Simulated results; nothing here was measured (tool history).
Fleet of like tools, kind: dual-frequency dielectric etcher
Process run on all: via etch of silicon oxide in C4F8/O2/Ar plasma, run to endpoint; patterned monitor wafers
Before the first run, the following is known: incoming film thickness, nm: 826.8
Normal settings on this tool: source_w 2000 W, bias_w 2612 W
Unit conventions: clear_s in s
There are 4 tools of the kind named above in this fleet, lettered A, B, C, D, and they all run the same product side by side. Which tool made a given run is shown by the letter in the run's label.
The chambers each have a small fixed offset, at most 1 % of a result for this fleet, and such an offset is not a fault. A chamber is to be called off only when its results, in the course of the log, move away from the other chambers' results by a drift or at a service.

| run | hour | source_w | bias_w | hours since the last wet clean | hours since the last source power generator calibration | hours since the last bias power generator calibration | clear_s |
|---|---|---|---|---|---|---|---|
| 1B | 10.4 | 2000 | 2612 | 137.4 | 128.6 | 2479.6 | 152.7 |
| 2D | 22.2 | 2000 | 2612 | 284 | 2537 | 1009.9 | 149.52 |
| 3C | 34 | 2000 | 2612 | 197.4 | 2548 | 2160.3 | 151.6 |
| 4A | 47.4 | 2000 | 2612 | 253.7 | 186.3 | 2585.6 | 151.04 |
| 5C | 60.1 | 1540 | 2273 | 223.5 | 2574.1 | 2186.4 | 173.58 |
| 6D | 67.7 | 1540 | 2273 | 329.5 | 2582.5 | 1055.4 | 173.62 |
| 7B | 79.6 | 1540 | 2273 | 206.6 | 197.8 | 2548.8 | 177.31 |
| 8A | 88 | 1540 | 2273 | 294.3 | 226.9 | 2626.2 | 170.37 |
| 9C | 100.6 | 2000 | 2612 | 264 | 2614.6 | 2226.9 | 150.54 |
|  | 109 | chamber C: source power generator calibrated |
| 10A | 109.4 | 2000 | 2612 | 315.7 | 248.3 | 2647.6 | 149.92 |
| 11B | 123.8 | 2000 | 2612 | 250.8 | 242 | 2593 | 151.91 |
| 12D | 130.7 | 2000 | 2612 | 392.5 | 2645.5 | 1118.4 | 150.92 |
| 13B | 138 | 2000 | 2612 | 265 | 256.2 | 2607.2 | 151.82 |
| 14D | 145.7 | 2000 | 2612 | 407.5 | 2660.5 | 1133.4 | 148.98 |
| 15C | 153.6 | 2000 | 2612 | 317 | 44.7 | 2279.9 | 150.84 |
| 16A | 165 | 1780 | 3069 | 371.3 | 303.9 | 2703.2 | 149.96 |
| 17D | 179.3 | 1780 | 3069 | 441.1 | 2694.1 | 1167 | 148.4 |
| 18B | 189.3 | 1780 | 3069 | 316.3 | 307.5 | 2658.5 | 151.85 |
| 19C | 203.5 | 1780 | 3069 | 366.9 | 94.6 | 2329.8 | 151.87 |
| 20A | 211 | 2000 | 2612 | 417.3 | 349.9 | 2749.2 | 150.66 |
| 21B | 220.2 | 2000 | 2612 | 347.2 | 338.4 | 2689.4 | 150.26 |
| 22A | 226.7 | 2000 | 2612 | 433 | 365.6 | 2764.9 | 151.32 |
|  | 233 | chamber C: wet clean of the chamber |
| 23D | 239.4 | 2000 | 2612 | 501.2 | 2754.2 | 1227.1 | 149.62 |
|  | 243.2 | chamber D: wet clean of the chamber |
| 24C | 246.4 | 2000 | 2612 | 13.5 | 137.5 | 2372.7 | 152.77 |
|  | 248.3 | chamber A: wet clean of the chamber |
| 25D | 254.1 | 2000 | 3060 | 11 | 2768.9 | 1241.8 | 144.2 |
| 26C | 267.5 | 2000 | 3060 | 34.6 | 158.6 | 2393.8 | 144.92 |
| 27B | 281.7 | 2000 | 3060 | 408.7 | 399.9 | 2750.9 | 144.63 |
| 28A | 293.4 | 2000 | 3060 | 45.1 | 432.3 | 2831.6 | 142.81 |
| 29D | 303.3 | 2000 | 2612 | 60.2 | 2818.1 | 1291 | 151.24 |
| 30B | 314.7 | 2000 | 2612 | 441.7 | 432.9 | 2783.9 | 152.12 |
| 31A | 327.7 | 2000 | 2612 | 79.4 | 466.6 | 2865.9 | 148.31 |
| 32C | 339.3 | 2000 | 2612 | 106.4 | 230.4 | 2465.6 | 152.25 |
|  | 346.9 | chamber B: wet clean of the chamber |
| 33B | 349.6 | 2000 | 2612 | 2.7 | 467.8 | 2818.8 | 149.84 |
| 34A | 362.9 | 2000 | 2612 | 114.6 | 501.8 | 2901.1 | 150.74 |
| 35D | 375.6 | 2000 | 2612 | 132.5 | 2890.4 | 1363.3 | 149.69 |
| 36C | 382.1 | 2000 | 2276 | 149.2 | 273.2 | 2508.4 | 159.1 |
| 37D | 390 | 2000 | 2276 | 146.9 | 2904.8 | 1377.7 | 156.6 |
| 38A | 399.7 | 2000 | 2276 | 151.4 | 538.6 | 2937.9 | 156.01 |

Which is it: a chamber that has drifted or been left off by a service, a gauge drift common to all chambers, or only each chamber's usual small offset? If a chamber is off, name it and its likeliest cause.

Neither any chamber nor the gauge drifts; the chambers differ only by their own small, steady offsets.
